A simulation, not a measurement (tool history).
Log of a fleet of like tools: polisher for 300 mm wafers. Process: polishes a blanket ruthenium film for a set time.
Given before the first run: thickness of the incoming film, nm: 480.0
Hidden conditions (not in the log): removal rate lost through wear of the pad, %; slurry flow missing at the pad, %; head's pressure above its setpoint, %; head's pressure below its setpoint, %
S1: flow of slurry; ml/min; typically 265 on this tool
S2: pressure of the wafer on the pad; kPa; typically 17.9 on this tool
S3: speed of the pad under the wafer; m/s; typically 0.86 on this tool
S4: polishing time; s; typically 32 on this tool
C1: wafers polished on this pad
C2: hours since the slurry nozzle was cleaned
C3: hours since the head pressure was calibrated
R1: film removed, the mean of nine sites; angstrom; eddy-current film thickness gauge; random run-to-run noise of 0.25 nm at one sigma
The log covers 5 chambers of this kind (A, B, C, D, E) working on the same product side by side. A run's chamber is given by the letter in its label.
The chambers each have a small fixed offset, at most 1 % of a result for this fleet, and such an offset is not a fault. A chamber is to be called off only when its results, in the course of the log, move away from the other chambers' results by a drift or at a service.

{"run": "1A", "day": 0.229, "S1": 265, "S2": 17.9, "S3": 0.86, "S4": 32, "C1": 923, "C2": 51.5, "C3": 611.6, "R1": 381.23}
{"day": 0.288, "done": "chamber A: worn pad replaced by a new one"}
{"day": 0.35, "done": "chamber C: worn pad replaced by a new one"}
{"run": "2B", "day": 0.488, "S1": 265, "S2": 17.9, "S3": 0.86, "S4": 32, "C1": 813, "C2": 237.4, "C3": 236.8, "R1": 382.86}
{"day": 0.517, "done": "chamber D: worn pad replaced by a new one"}
{"day": 0.696, "done": "chamber E: worn pad replaced by a new one"}
{"run": "3E", "day": 0.746, "S1": 265, "S2": 17.9, "S3": 0.86, "S4": 32, "C1": 16, "C2": 259, "C3": 50.7, "R1": 387.89}
{"run": "4D", "day": 0.929, "S1": 265, "S2": 17.9, "S3": 0.86, "S4": 32, "C1": 126, "C2": 165.6, "C3": 742.1, "R1": 384.12}
{"run": "5C", "day": 1.083, "S1": 265, "S2": 17.9, "S3": 0.86, "S4": 32, "C1": 224, "C2": 229.2, "C3": 895.1, "R1": 379.22}
{"run": "6E", "day": 1.246, "S1": 265, "S2": 17.9, "S3": 0.86, "S4": 32, "C1": 169, "C2": 271, "C3": 62.7, "R1": 382.29}
{"run": "7A", "day": 1.396, "S1": 265, "S2": 17.9, "S3": 0.86, "S4": 32, "C1": 339, "C2": 79.5, "C3": 639.6, "R1": 382.81}
{"run": "8C", "day": 1.654, "S1": 265, "S2": 17.9, "S3": 0.86, "S4": 32, "C1": 399, "C2": 242.9, "C3": 908.8, "R1": 382.72}
{"run": "9D", "day": 1.796, "S1": 265, "S2": 17.9, "S3": 0.86, "S4": 32, "C1": 391, "C2": 186.4, "C3": 762.9, "R1": 384.56}
{"run": "10B", "day": 2.079, "S1": 265, "S2": 17.9, "S3": 0.86, "S4": 32, "C1": 1300, "C2": 275.6, "C3": 275, "R1": 382.13}
{"run": "11A", "day": 2.304, "S1": 265, "S2": 17.9, "S3": 0.86, "S4": 32, "C1": 617, "C2": 101.3, "C3": 661.4, "R1": 383.71}
{"run": "12D", "day": 2.562, "S1": 265, "S2": 17.9, "S3": 0.86, "S4": 32, "C1": 626, "C2": 204.8, "C3": 781.3, "R1": 379.33}
{"run": "13E", "day": 2.85, "S1": 265, "S2": 17.9, "S3": 0.74, "S4": 32, "C1": 660, "C2": 309.5, "C3": 101.2, "R1": 335.89}
{"run": "14C", "day": 3.008, "S1": 265, "S2": 17.9, "S3": 0.74, "S4": 32, "C1": 813, "C2": 275.4, "C3": 941.3, "R1": 326.27}
{"run": "15B", "day": 3.154, "S1": 265, "S2": 17.9, "S3": 0.74, "S4": 32, "C1": 1628, "C2": 301.4, "C3": 300.8, "R1": 324.16}
{"day": 3.304, "done": "chamber E: worn pad replaced by a new one"}
{"day": 3.354, "done": "chamber A: worn pad replaced by a new one"}
{"run": "16D", "day": 3.388, "S1": 265, "S2": 17.9, "S3": 0.74, "S4": 32, "C1": 878, "C2": 224.6, "C3": 801.1, "R1": 329.1}
{"day": 3.392, "done": "chamber C: worn pad replaced by a new one"}
{"run": "17C", "day": 3.562, "S1": 265, "S2": 17.9, "S3": 0.74, "S4": 32, "C1": 53, "C2": 288.7, "C3": 954.6, "R1": 327.26}
{"run": "18B", "day": 3.85, "S1": 265, "S2": 14.5, "S3": 1.08, "S4": 32, "C1": 1841, "C2": 318.1, "C3": 317.5, "R1": 383.72}
{"run": "19E", "day": 3.996, "S1": 265, "S2": 14.5, "S3": 1.08, "S4": 32, "C1": 212, "C2": 337, "C3": 128.7, "R1": 391.96}
{"run": "20A", "day": 4.158, "S1": 265, "S2": 14.5, "S3": 1.08, "S4": 32, "C1": 247, "C2": 145.8, "C3": 705.9, "R1": 390.64}
{"run": "21E", "day": 4.288, "S1": 265, "S2": 14.5, "S3": 1.08, "S4": 32, "C1": 301, "C2": 344, "C3": 135.7, "R1": 389.68}
{"run": "22B", "day": 4.479, "S1": 265, "S2": 14.5, "S3": 1.08, "S4": 32, "C1": 2034, "C2": 333.2, "C3": 332.6, "R1": 381.95}
{"day": 4.521, "done": "chamber D: worn pad replaced by a new one"}
{"run": "23C", "day": 4.633, "S1": 265, "S2": 17.9, "S3": 0.86, "S4": 32, "C1": 380, "C2": 314.4, "C3": 980.3, "R1": 379.44}
{"run": "24D", "day": 4.908, "S1": 265, "S2": 17.9, "S3": 0.86, "S4": 32, "C1": 119, "C2": 261.1, "C3": 837.6, "R1": 385.64}
{"day": 5.071, "done": "chamber B: slurry nozzle cleaned"}
{"run": "25A", "day": 5.129, "S1": 265, "S2": 23.4, "S3": 0.86, "S4": 41, "C1": 544, "C2": 169.1, "C3": 729.2, "R1": 641.62}
{"run": "26C", "day": 5.358, "S1": 265, "S2": 23.4, "S3": 0.86, "S4": 41, "C1": 602, "C2": 331.8, "C3": 997.7, "R1": 634.38}
{"run": "27B", "day": 5.521, "S1": 265, "S2": 23.4, "S3": 0.86, "S4": 41, "C1": 2352, "C2": 10.9, "C3": 357.6, "R1": 621.69}
{"run": "28E", "day": 5.804, "S1": 265, "S2": 23.4, "S3": 0.86, "S4": 41, "C1": 765, "C2": 380.4, "C3": 172.1, "R1": 654.74}
{"run": "29D", "day": 5.942, "S1": 265, "S2": 23.4, "S3": 0.86, "S4": 41, "C1": 435, "C2": 285.9, "C3": 862.4, "R1": 641.05}
{"day": 6.062, "done": "chamber A: worn pad replaced by a new one"}
{"run": "30A", "day": 6.117, "S1": 265, "S2": 17.9, "S3": 0.86, "S4": 32, "C1": 17, "C2": 192.8, "C3": 752.9, "R1": 383.09}
{"day": 6.304, "done": "chamber E: worn pad replaced by a new one"}
{"run": "31C", "day": 6.4, "S1": 265, "S2": 17.9, "S3": 0.86, "S4": 32, "C1": 921, "C2": 356.8, "C3": 1022.7, "R1": 377.43}
{"run": "32D", "day": 6.65, "S1": 265, "S2": 17.9, "S3": 0.86, "S4": 32, "C1": 651, "C2": 302.9, "C3": 879.4, "R1": 380.1}
{"run": "33B", "day": 6.933, "S1": 265, "S2": 17.9, "S3": 0.86, "S4": 32, "C1": 2785, "C2": 44.8, "C3": 391.5, "R1": 359.91}
{"run": "34E", "day": 7.229, "S1": 265, "S2": 17.9, "S3": 0.86, "S4": 32, "C1": 283, "C2": 414.6, "C3": 206.3, "R1": 383.83}

Has any chamber moved away from the others, gradually or after a service, or does the common gauge drift, or do the chambers differ only by their own small steady offsets? State the chamber and the most likely cause if one applies.

Chamber B drifts away from the others.
Cause: removal rate lost through wear of the pad, % = 6.11.
It could be hard to tell apart here from: head's pressure below its setpoint, %.

Chamber B could run next with any of the 4 candidate recipes listed below; each alters the usual settings, and their results appear as question marks. Which one brings its results back in line with what the other chambers deliver on the usual settings?
Maximum distance from the other chambers' mean on the usual settings for a result to count as in line: R1 8.6 angstrom
{"run": "35B-1", "day": 7.442, "S1": 265, "S2": 17.9, "S3": 0.88, "S4": 33, "R1": "?"}
{"run": "35B-2", "day": 7.442, "S1": 265, "S2": 17.9, "S3": 0.9, "S4": 34, "R1": "?"}
{"run": "35B-3", "day": 7.442, "S1": 265, "S2": 17.9, "S3": 0.82, "S4": 32, "R1": "?"}
{"run": "35B-4", "day": 7.442, "S1": 265, "S2": 17.9, "S3": 0.86, "S4": 29, "R1": "?"}

Mean of the other chambers on the usual settings: R1 383.6 angstrom
run=35B-1 R1=381.89
run=35B-2 R1=402.44
run=35B-3 R1=344.96
run=35B-4 R1=327.94
Change 35B-1 lands the chamber within the allowed miss of the other chambers.

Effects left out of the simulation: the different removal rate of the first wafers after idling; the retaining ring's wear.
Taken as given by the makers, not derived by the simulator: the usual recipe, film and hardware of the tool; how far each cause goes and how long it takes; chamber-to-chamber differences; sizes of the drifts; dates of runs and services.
